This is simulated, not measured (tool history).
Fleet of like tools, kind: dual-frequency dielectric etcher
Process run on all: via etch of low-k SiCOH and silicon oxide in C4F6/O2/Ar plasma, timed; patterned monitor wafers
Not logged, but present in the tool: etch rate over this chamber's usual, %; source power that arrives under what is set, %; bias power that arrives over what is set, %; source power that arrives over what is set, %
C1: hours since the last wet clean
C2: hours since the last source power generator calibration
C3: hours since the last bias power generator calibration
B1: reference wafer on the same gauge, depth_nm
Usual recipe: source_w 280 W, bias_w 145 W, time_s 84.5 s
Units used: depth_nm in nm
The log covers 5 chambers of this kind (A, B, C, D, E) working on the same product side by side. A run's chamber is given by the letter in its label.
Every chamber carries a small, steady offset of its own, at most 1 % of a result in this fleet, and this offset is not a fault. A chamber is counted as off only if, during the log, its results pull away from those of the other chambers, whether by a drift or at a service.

{"run": "1C", "hour": 7.4, "source_w": 280, "bias_w": 145, "time_s": 84.5, "C1": 80.5, "C2": 598.8, "C3": 2156.1, "B1": 217.87, "depth_nm": 189.54}
{"run": "2D", "hour": 13.7, "source_w": 280, "bias_w": 145, "time_s": 84.5, "C1": 314.0, "C2": 1150.1, "C3": 421.2, "B1": 217.99, "depth_nm": 192.89}
{"hour": 17.7, "done": "chamber E: bias power generator calibrated"}
{"run": "3A", "hour": 19.9, "source_w": 280, "bias_w": 145, "time_s": 84.5, "C1": 421.8, "C2": 2875.1, "C3": 2678.7, "B1": 217.85, "depth_nm": 192.85}
{"run": "4E", "hour": 25.6, "source_w": 280, "bias_w": 145, "time_s": 84.5, "C1": 80.9, "C2": 944.0, "C3": 8.0, "B1": 217.98, "depth_nm": 192.34}
{"run": "5B", "hour": 38.2, "source_w": 280, "bias_w": 145, "time_s": 84.5, "C1": 134.5, "C2": 2529.2, "C3": 1390.3, "B1": 218.12, "depth_nm": 191.81}
{"run": "6B", "hour": 46.9, "source_w": 280, "bias_w": 145, "time_s": 84.5, "C1": 143.2, "C2": 2537.9, "C3": 1399.0, "B1": 218.04, "depth_nm": 192.68}
{"run": "7E", "hour": 52.8, "source_w": 280, "bias_w": 145, "time_s": 84.5, "C1": 108.1, "C2": 971.2, "C3": 35.2, "B1": 218.38, "depth_nm": 192.2}
{"run": "8C", "hour": 62.0, "source_w": 280, "bias_w": 145, "time_s": 84.5, "C1": 135.1, "C2": 653.4, "C3": 2210.7, "B1": 218.04, "depth_nm": 190.76}
{"run": "9D", "hour": 68.4, "source_w": 280, "bias_w": 145, "time_s": 84.5, "C1": 368.7, "C2": 1204.8, "C3": 475.9, "B1": 217.85, "depth_nm": 191.92}
{"run": "10A", "hour": 79.0, "source_w": 280, "bias_w": 145, "time_s": 100.0, "C1": 480.9, "C2": 2934.2, "C3": 2737.8, "B1": 218.01, "depth_nm": 224.52}
{"run": "11B", "hour": 88.5, "source_w": 280, "bias_w": 145, "time_s": 100.0, "C1": 184.8, "C2": 2579.5, "C3": 1440.6, "B1": 218.06, "depth_nm": 227.8}
{"run": "12C", "hour": 99.9, "source_w": 280, "bias_w": 145, "time_s": 100.0, "C1": 173.0, "C2": 691.3, "C3": 2248.6, "B1": 217.86, "depth_nm": 225.61}
{"hour": 104.1, "done": "chamber D: wet clean of the chamber"}
{"run": "13E", "hour": 109.8, "source_w": 280, "bias_w": 145, "time_s": 100.0, "C1": 165.1, "C2": 1028.2, "C3": 92.2, "B1": 217.94, "depth_nm": 226.14}
{"run": "14A", "hour": 119.9, "source_w": 280, "bias_w": 145, "time_s": 100.0, "C1": 521.8, "C2": 2975.1, "C3": 2778.7, "B1": 218.2, "depth_nm": 226.18}
{"run": "15D", "hour": 129.6, "source_w": 280, "bias_w": 145, "time_s": 84.5, "C1": 25.6, "C2": 1266.0, "C3": 537.1, "B1": 217.98, "depth_nm": 193.58}
{"run": "16E", "hour": 135.6, "source_w": 340, "bias_w": 179, "time_s": 84.5, "C1": 190.9, "C2": 1054.0, "C3": 118.0, "B1": 218.11, "depth_nm": 222.43}
{"run": "17B", "hour": 146.6, "source_w": 340, "bias_w": 179, "time_s": 84.5, "C1": 242.9, "C2": 2637.6, "C3": 1498.7, "B1": 218.12, "depth_nm": 224.03}
{"run": "18A", "hour": 156.6, "source_w": 340, "bias_w": 179, "time_s": 84.5, "C1": 558.5, "C2": 3011.8, "C3": 2815.4, "B1": 217.9, "depth_nm": 218.68}
{"run": "19D", "hour": 167.3, "source_w": 340, "bias_w": 179, "time_s": 84.5, "C1": 63.3, "C2": 1303.7, "C3": 574.8, "B1": 218.13, "depth_nm": 222.63}
{"run": "20C", "hour": 177.2, "source_w": 340, "bias_w": 179, "time_s": 84.5, "C1": 250.3, "C2": 768.6, "C3": 2325.9, "B1": 218.0, "depth_nm": 218.89}
{"run": "21B", "hour": 188.9, "source_w": 280, "bias_w": 145, "time_s": 84.5, "C1": 285.2, "C2": 2679.9, "C3": 1541.0, "B1": 218.25, "depth_nm": 190.54}
{"hour": 190.7, "done": "chamber A: wet clean of the chamber"}
{"run": "22A", "hour": 199.6, "source_w": 220, "bias_w": 145, "time_s": 84.5, "C1": 9.0, "C2": 3054.8, "C3": 2858.4, "B1": 217.72, "depth_nm": 175.08}
{"run": "23E", "hour": 206.7, "source_w": 220, "bias_w": 145, "time_s": 84.5, "C1": 262.0, "C2": 1125.1, "C3": 189.1, "B1": 217.95, "depth_nm": 174.71}
{"run": "24D", "hour": 213.5, "source_w": 220, "bias_w": 145, "time_s": 84.5, "C1": 109.5, "C2": 1349.9, "C3": 621.0, "B1": 218.03, "depth_nm": 176.67}
{"run": "25C", "hour": 222.6, "source_w": 220, "bias_w": 145, "time_s": 84.5, "C1": 295.7, "C2": 814.0, "C3": 2371.3, "B1": 217.84, "depth_nm": 172.89}
{"run": "26D", "hour": 228.5, "source_w": 220, "bias_w": 145, "time_s": 84.5, "C1": 124.5, "C2": 1364.9, "C3": 636.0, "B1": 218.03, "depth_nm": 176.43}
{"run": "27E", "hour": 239.0, "source_w": 280, "bias_w": 145, "time_s": 84.5, "C1": 294.3, "C2": 1157.4, "C3": 221.4, "B1": 218.13, "depth_nm": 193.05}
{"run": "28A", "hour": 246.2, "source_w": 280, "bias_w": 145, "time_s": 84.5, "C1": 55.6, "C2": 3101.4, "C3": 2905.0, "B1": 217.9, "depth_nm": 190.2}
{"run": "29C", "hour": 251.9, "source_w": 280, "bias_w": 145, "time_s": 84.5, "C1": 325.0, "C2": 843.3, "C3": 2400.6, "B1": 218.13, "depth_nm": 190.21}
{"run": "30B", "hour": 260.3, "source_w": 280, "bias_w": 145, "time_s": 84.5, "C1": 356.6, "C2": 2751.3, "C3": 1612.4, "B1": 218.04, "depth_nm": 192.33}
{"run": "31D", "hour": 272.6, "source_w": 280, "bias_w": 145, "time_s": 84.5, "C1": 168.6, "C2": 1409.0, "C3": 680.1, "B1": 217.88, "depth_nm": 192.38}
{"run": "32C", "hour": 281.8, "source_w": 280, "bias_w": 145, "time_s": 84.5, "C1": 354.9, "C2": 873.2, "C3": 2430.5, "B1": 217.92, "depth_nm": 189.68}
{"run": "33A", "hour": 288.2, "source_w": 280, "bias_w": 145, "time_s": 84.5, "C1": 97.6, "C2": 3143.4, "C3": 2947.0, "B1": 217.95, "depth_nm": 191.18}
{"run": "34B", "hour": 296.4, "source_w": 280, "bias_w": 145, "time_s": 84.5, "C1": 392.7, "C2": 2787.4, "C3": 1648.5, "B1": 218.1, "depth_nm": 192.16}
{"run": "35E", "hour": 304.5, "source_w": 280, "bias_w": 145, "time_s": 84.5, "C1": 359.8, "C2": 1222.9, "C3": 286.9, "B1": 217.95, "depth_nm": 191.38}
{"run": "36E", "hour": 316.7, "source_w": 280, "bias_w": 145, "time_s": 84.5, "C1": 372.0, "C2": 1235.1, "C3": 299.1, "B1": 217.93, "depth_nm": 192.55}
{"run": "37A", "hour": 323.5, "source_w": 280, "bias_w": 145, "time_s": 84.5, "C1": 132.9, "C2": 3178.7, "C3": 2982.3, "B1": 217.82, "depth_nm": 191.27}

Predict what each chamber gives when all 5 of them run the settings below next.
{"run": "38A", "hour": 332.6, "source_w": 240, "bias_w": 145, "time_s": 84.5, "depth_nm": "?"}
{"run": "38B", "hour": 332.6, "source_w": 240, "bias_w": 145, "time_s": 84.5, "depth_nm": "?"}
{"run": "38C", "hour": 332.6, "source_w": 240, "bias_w": 145, "time_s": 84.5, "depth_nm": "?"}
{"run": "38D", "hour": 332.6, "source_w": 240, "bias_w": 145, "time_s": 84.5, "depth_nm": "?"}
{"run": "38E", "hour": 332.6, "source_w": 240, "bias_w": 145, "time_s": 84.5, "depth_nm": "?"}

run=38A depth_nm=178.92
run=38B depth_nm=179.92
run=38C depth_nm=180.18
run=38D depth_nm=180.96
run=38E depth_nm=181.19
